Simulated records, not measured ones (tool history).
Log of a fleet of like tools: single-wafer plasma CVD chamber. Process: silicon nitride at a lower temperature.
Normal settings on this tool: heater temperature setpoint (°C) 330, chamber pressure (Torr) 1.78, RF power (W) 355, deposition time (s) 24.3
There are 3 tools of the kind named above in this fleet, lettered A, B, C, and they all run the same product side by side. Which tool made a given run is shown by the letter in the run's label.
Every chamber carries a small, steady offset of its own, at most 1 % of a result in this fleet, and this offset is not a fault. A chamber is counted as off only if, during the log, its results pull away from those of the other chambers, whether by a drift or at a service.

run	hour	heater temperature setpoint (°C)	chamber pressure (Torr)	RF power (W)	deposition time (s)	hours since the last thermocouple change	hours since the last RF generator calibration	hours since the last manometer calibration	read-back reference wafer on the same gauge, thickness_nm	mean film thickness on the monitor wafer (Å)
1C	11	330	1.78	355	24.3	1602.1	344.1	64.3	30.203	331.33
2A	16.5	330	1.78	355	24.3	260.4	445.8	2373.2	30.208	328.79
3B	22.6	330	1.78	355	24.3	136.7	423.6	1857.1	30.243	330.82
4B	29.1	330	1.78	355	24.3	143.2	430.1	1863.6	30.2	327.95
5C	37.6	330	1.78	355	24.3	1628.7	370.7	90.9	30.152	330.26
6A	45	330	1.78	355	24.3	288.9	474.3	2401.7	30.232	330.94
7C	51.5	330	1.78	355	24.3	1642.6	384.6	104.8	30.208	334.06
8B	63	330	1.78	355	24.3	177.1	464	1897.5	30.232	326.23
9A	71.1	330	1.45	305	24.3	315	500.4	2427.8	30.212	281.26
10B	76.3	330	1.45	305	24.3	190.4	477.3	1910.8	30.206	279.07
11A	81.4	330	1.45	305	24.3	325.3	510.7	2438.1	30.21	283.69
12C	89.5	330	1.78	355	24.3	1680.6	422.6	142.8	30.204	332.02
13A	95.9	330	1.78	305	27.2	339.8	525.2	2452.6	30.207	331.38
14B	103.7	330	1.78	305	27.2	217.8	504.7	1938.2	30.172	331.32
15C	109	330	1.78	305	27.2	1700.1	442.1	162.3	30.18	338.75
16B	119.6	330	1.78	355	24.3	233.7	520.6	1954.1	30.216	324.44
17A	129.1	330	1.78	330	26.5	373	558.4	2485.8	30.226	343.73
18C	134.8	330	1.78	330	26.5	1725.9	467.9	188.1	30.215	342.25
19B	145.3	330	1.78	330	26.5	259.4	546.3	1979.8	30.236	334.32
20C	151.9	330	1.78	355	24.3	1743	485	205.2	30.202	328.03
21A	157.4	330	1.78	355	24.3	401.3	586.7	2514.1	30.154	328.26
22C	163.5	330	1.78	355	24.3	1754.6	496.6	216.8	30.203	328.38

All 3 chambers run these settings next. Forecast each chamber's results:
23A	171.8	330	1.78	355	24.3					?
23B	171.8	330	1.78	355	24.3					?
23C	171.8	330	1.78	355	24.3					?

run	mean film thickness on the monitor wafer (Å)
23A	329.54
23B	322.27
23C	330.53
